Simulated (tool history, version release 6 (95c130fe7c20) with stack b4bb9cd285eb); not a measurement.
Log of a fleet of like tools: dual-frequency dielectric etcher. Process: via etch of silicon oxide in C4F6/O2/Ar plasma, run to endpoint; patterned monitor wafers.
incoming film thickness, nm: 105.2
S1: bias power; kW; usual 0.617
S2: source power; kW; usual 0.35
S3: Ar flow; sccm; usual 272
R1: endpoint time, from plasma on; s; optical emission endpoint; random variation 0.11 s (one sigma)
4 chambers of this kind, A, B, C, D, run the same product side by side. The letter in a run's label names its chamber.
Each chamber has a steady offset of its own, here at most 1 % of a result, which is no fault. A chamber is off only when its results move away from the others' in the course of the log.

run 1C hour=12.1 | S1=0.617 S2=0.35 S3=272 | R1=22.032
run 2B hour=19.3 | S1=0.617 S2=0.35 S3=272 | R1=22.344
-- hour=29.1 chamber A: wet clean of the chamber
run 3D hour=30.5 | S1=0.617 S2=0.35 S3=272 | R1=21.987
-- hour=35.7 chamber C: wet clean of the chamber
run 4A hour=37.5 | S1=0.617 S2=0.35 S3=272 | R1=22.35
run 5D hour=48.4 | S1=0.617 S2=0.35 S3=272 | R1=22.168
run 6C hour=53.9 | S1=0.617 S2=0.35 S3=272 | R1=22.07
run 7A hour=64.1 | S1=0.617 S2=0.35 S3=272 | R1=22.111
run 8B hour=73 | S1=0.617 S2=0.35 S3=272 | R1=22.081
run 9B hour=78.5 | S1=0.617 S2=0.35 S3=321 | R1=22.48
run 10D hour=88.3 | S1=0.617 S2=0.35 S3=321 | R1=22.481
run 11C hour=99.5 | S1=0.617 S2=0.35 S3=321 | R1=22.436
run 12A hour=110.5 | S1=0.617 S2=0.35 S3=321 | R1=22.499
run 13D hour=116.2 | S1=0.617 S2=0.35 S3=272 | R1=21.991
-- hour=118.8 chamber C: source power generator calibrated
run 14C hour=122.9 | S1=0.617 S2=0.35 S3=272 | R1=22.097
run 15B hour=129.2 | S1=0.617 S2=0.35 S3=272 | R1=22.212
-- hour=133 chamber B: bias power generator calibrated
run 16A hour=139.2 | S1=0.617 S2=0.35 S3=272 | R1=22.13
run 17A hour=146.6 | S1=0.617 S2=0.35 S3=272 | R1=22.203
run 18D hour=156.3 | S1=0.617 S2=0.35 S3=272 | R1=22.123
run 19B hour=165.9 | S1=0.617 S2=0.27 S3=237 | R1=24.166
run 20C hour=178 | S1=0.617 S2=0.27 S3=237 | R1=23.7
run 21D hour=187.5 | S1=0.617 S2=0.27 S3=237 | R1=23.82
-- hour=194.1 chamber D: wet clean of the chamber
run 22C hour=196 | S1=0.617 S2=0.27 S3=237 | R1=23.682
run 23B hour=202.1 | S1=0.617 S2=0.35 S3=272 | R1=22.143
run 24A hour=211.3 | S1=0.617 S2=0.35 S3=272 | R1=22.193
run 25D hour=222.4 | S1=0.617 S2=0.35 S3=272 | R1=21.997
run 26B hour=227.9 | S1=0.617 S2=0.38 S3=272 | R1=21.566
run 27C hour=236.6 | S1=0.617 S2=0.38 S3=272 | R1=21.26
run 28A hour=242.1 | S1=0.617 S2=0.38 S3=272 | R1=21.667
run 29B hour=247.6 | S1=0.617 S2=0.38 S3=272 | R1=21.807
run 30C hour=258.8 | S1=0.617 S2=0.35 S3=272 | R1=22.246
run 31D hour=270.9 | S1=0.617 S2=0.35 S3=272 | R1=22.171
run 32A hour=277.5 | S1=0.617 S2=0.35 S3=309 | R1=22.372
run 33D hour=288.9 | S1=0.617 S2=0.35 S3=309 | R1=22.575
-- hour=293.9 chamber A: Ar flow controller replaced
run 34B hour=297 | S1=0.617 S2=0.35 S3=309 | R1=22.323
run 35A hour=304.4 | S1=0.617 S2=0.35 S3=309 | R1=22.539
run 36C hour=316.7 | S1=0.617 S2=0.35 S3=272 | R1=21.776
run 37A hour=323.3 | S1=0.617 S2=0.35 S3=272 | R1=22.092
-- hour=324.3 chamber B: wet clean of the chamber
run 38B hour=331.2 | S1=0.617 S2=0.35 S3=272 | R1=22.212
run 39C hour=342.7 | S1=0.617 S2=0.35 S3=272 | R1=22.119
run 40D hour=352.9 | S1=0.617 S2=0.35 S3=272 | R1=22.105
run 41A hour=363.9 | S1=0.617 S2=0.35 S3=272 | R1=22.146
run 42B hour=375.8 | S1=0.617 S2=0.35 S3=272 | R1=22.006
run 43C hour=386.7 | S1=0.617 S2=0.35 S3=272 | R1=22.088
run 44D hour=395.4 | S1=0.746 S2=0.29 S3=272 | R1=21.932

All 4 chambers run these settings next. Forecast each chamber's results:
run 45A hour=404.3 | S1=0.617 S2=0.35 S3=272 | R1=?
run 45B hour=404.3 | S1=0.617 S2=0.35 S3=272 | R1=?
run 45C hour=404.3 | S1=0.617 S2=0.35 S3=272 | R1=?
run 45D hour=404.3 | S1=0.617 S2=0.35 S3=272 | R1=?

run=45A R1=22.056
run=45B R1=22.103
run=45C R1=21.955
run=45D R1=22.129
